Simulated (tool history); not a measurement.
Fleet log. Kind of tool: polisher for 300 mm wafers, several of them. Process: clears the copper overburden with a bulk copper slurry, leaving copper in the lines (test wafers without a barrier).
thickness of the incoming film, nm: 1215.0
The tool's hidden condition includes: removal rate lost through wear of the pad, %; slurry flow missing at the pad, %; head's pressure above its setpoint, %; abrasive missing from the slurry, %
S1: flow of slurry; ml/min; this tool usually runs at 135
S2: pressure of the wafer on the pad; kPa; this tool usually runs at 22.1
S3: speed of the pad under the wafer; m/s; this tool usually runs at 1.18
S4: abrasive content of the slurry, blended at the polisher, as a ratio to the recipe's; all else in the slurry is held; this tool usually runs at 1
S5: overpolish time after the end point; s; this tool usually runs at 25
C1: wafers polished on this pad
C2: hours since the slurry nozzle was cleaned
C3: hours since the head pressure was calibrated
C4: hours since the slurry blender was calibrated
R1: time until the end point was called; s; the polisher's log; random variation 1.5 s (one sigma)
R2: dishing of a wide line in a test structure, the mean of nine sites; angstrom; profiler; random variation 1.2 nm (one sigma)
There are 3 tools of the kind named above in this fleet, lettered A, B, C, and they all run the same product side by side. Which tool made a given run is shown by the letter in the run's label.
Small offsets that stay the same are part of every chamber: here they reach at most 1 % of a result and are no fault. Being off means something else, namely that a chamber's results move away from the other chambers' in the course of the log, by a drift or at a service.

run	hour	S1	S2	S3	S4	S5	C1	C2	C3	C4	R1	R2
1B	8.7	135	22.1	1.18	1	25	376	393.8	849.6	180.8	115.33	1006.50
2C	15.9	135	22.1	1.18	1	25	453	49.1	220.7	112.9	114.27	1003.10
3A	22.2	135	22.1	1.18	1	25	683	787.6	176.0	160.6	114.06	988.94
4C	30.0	135	22.1	1.18	1	25	591	63.2	234.8	127.0	114.66	1010.60
5A	38.5	135	22.1	1.18	1	25	843	803.9	192.3	176.9	113.82	973.41
6B	44.4	135	22.1	1.18	1	25	726	429.5	885.3	216.5	115.52	998.18
# hour 44.6: chamber A: slurry nozzle cleaned
7C	52.4	135	22.1	1.18	1	25	811	85.6	257.2	149.4	114.75	1014.50
8A	56.9	135	22.1	1.18	1	25	1023	12.4	210.7	195.3	113.07	967.32
9B	63.0	135	22.1	1.18	1	25	909	448.1	903.9	235.1	113.65	993.92
10B	67.4	135	22.1	1.18	1	25	952	452.5	908.3	239.5	112.38	995.26
11A	71.7	135	22.1	1.18	1	25	1169	27.2	225.5	210.1	115.69	985.95
12C	79.5	135	22.1	1.18	1	25	1077	112.7	284.3	176.5	114.86	1009.30
# hour 83.5: chamber C: worn pad replaced by a new one
13C	85.3	135	22.1	1.18	1	25	17	118.5	290.1	182.3	114.77	993.09
14A	90.5	135	22.1	1.18	1	25	1353	46.0	244.3	228.9	113.60	1000.80
# hour 92.0: chamber C: head pressure recalibrated
# hour 96.6: chamber A: worn pad replaced by a new one
15B	98.9	135	22.1	0.98	1	14	1261	484.0	939.8	271.0	142.52	660.61
16A	104.2	135	22.1	0.98	1	14	75	59.7	258.0	242.6	136.32	655.22
17B	111.5	135	22.1	0.98	1	14	1385	496.6	952.4	283.6	143.84	680.17
18C	118.7	135	22.1	1.18	1	25	345	151.9	26.8	215.7	116.57	1012.70
19B	123.3	135	22.1	1.18	1	25	1501	508.4	964.2	295.4	118.04	990.82
20C	127.3	135	22.1	1.18	1	25	430	160.5	35.4	224.3	112.38	997.65
# hour 132.7: chamber B: slurry blender recalibrated
21A	133.9	135	22.1	1.18	1	25	366	89.4	287.7	272.3	112.54	986.31
# hour 136.0: chamber A: slurry blender recalibrated
22A	139.9	135	22.1	1.18	1	25	425	95.4	293.7	3.9	113.58	982.69
23B	148.8	135	22.1	1.18	1	25	1751	533.9	989.7	16.1	118.37	981.68
24C	157.4	135	22.1	1.18	1	25	725	190.6	65.5	254.4	114.17	1003.30
# hour 160.7: chamber C: slurry blender recalibrated
25A	163.8	135	22.1	1.18	1	25	660	119.3	317.6	27.8	116.07	989.21
26B	171.1	135	22.1	1.18	1	25	1970	556.2	1012.0	38.4	121.10	964.02
27C	179.7	135	22.1	1.18	1	25	944	212.9	87.8	19.1	113.83	1004.00
28A	186.1	110	22.1	1.18	1	25	879	141.6	339.9	50.1	118.25	986.93
29B	192.0	110	22.1	1.18	1	25	2175	577.1	1032.9	59.3	127.90	964.56

Has any chamber moved away from the others, gradually or after a service, or does the common gauge drift, or do the chambers differ only by their own small steady offsets? State the chamber and the most likely cause if one applies.

Chamber B drifts away from the others.
Cause: removal rate lost through wear of the pad, % = 8.82.
With only this log, it may be confused with: slurry flow missing at the pad, %; head's pressure below its setpoint, %.

Here are 4 candidates for chamber B's next run, each the usual settings with a change, their results left as question marks. Which one brings its results back in line with what the others give on the usual settings?
In line here means within this much of the mean the other chambers give on the usual settings: R1 5.30 s; R2 41.00 angstrom
30B-1	198.6	135	20.7	1.06	1	27					?	?
30B-2	198.6	135	23.4	1.30	1	23					?	?
30B-3	198.6	135	21.4	1.12	1	26					?	?
30B-4	198.6	135	22.8	1.24	1	24					?	?

The mean the other chambers reach with the usual settings: R1 115.01 s; R2 992.87 angstrom
run	R1	R2
30B-1	149.23	920.47
30B-2	107.71	1016.40
30B-3	136.80	947.57
30B-4	116.26	995.49
30B-4 is the one that brings the chamber's results back in line with the other chambers.

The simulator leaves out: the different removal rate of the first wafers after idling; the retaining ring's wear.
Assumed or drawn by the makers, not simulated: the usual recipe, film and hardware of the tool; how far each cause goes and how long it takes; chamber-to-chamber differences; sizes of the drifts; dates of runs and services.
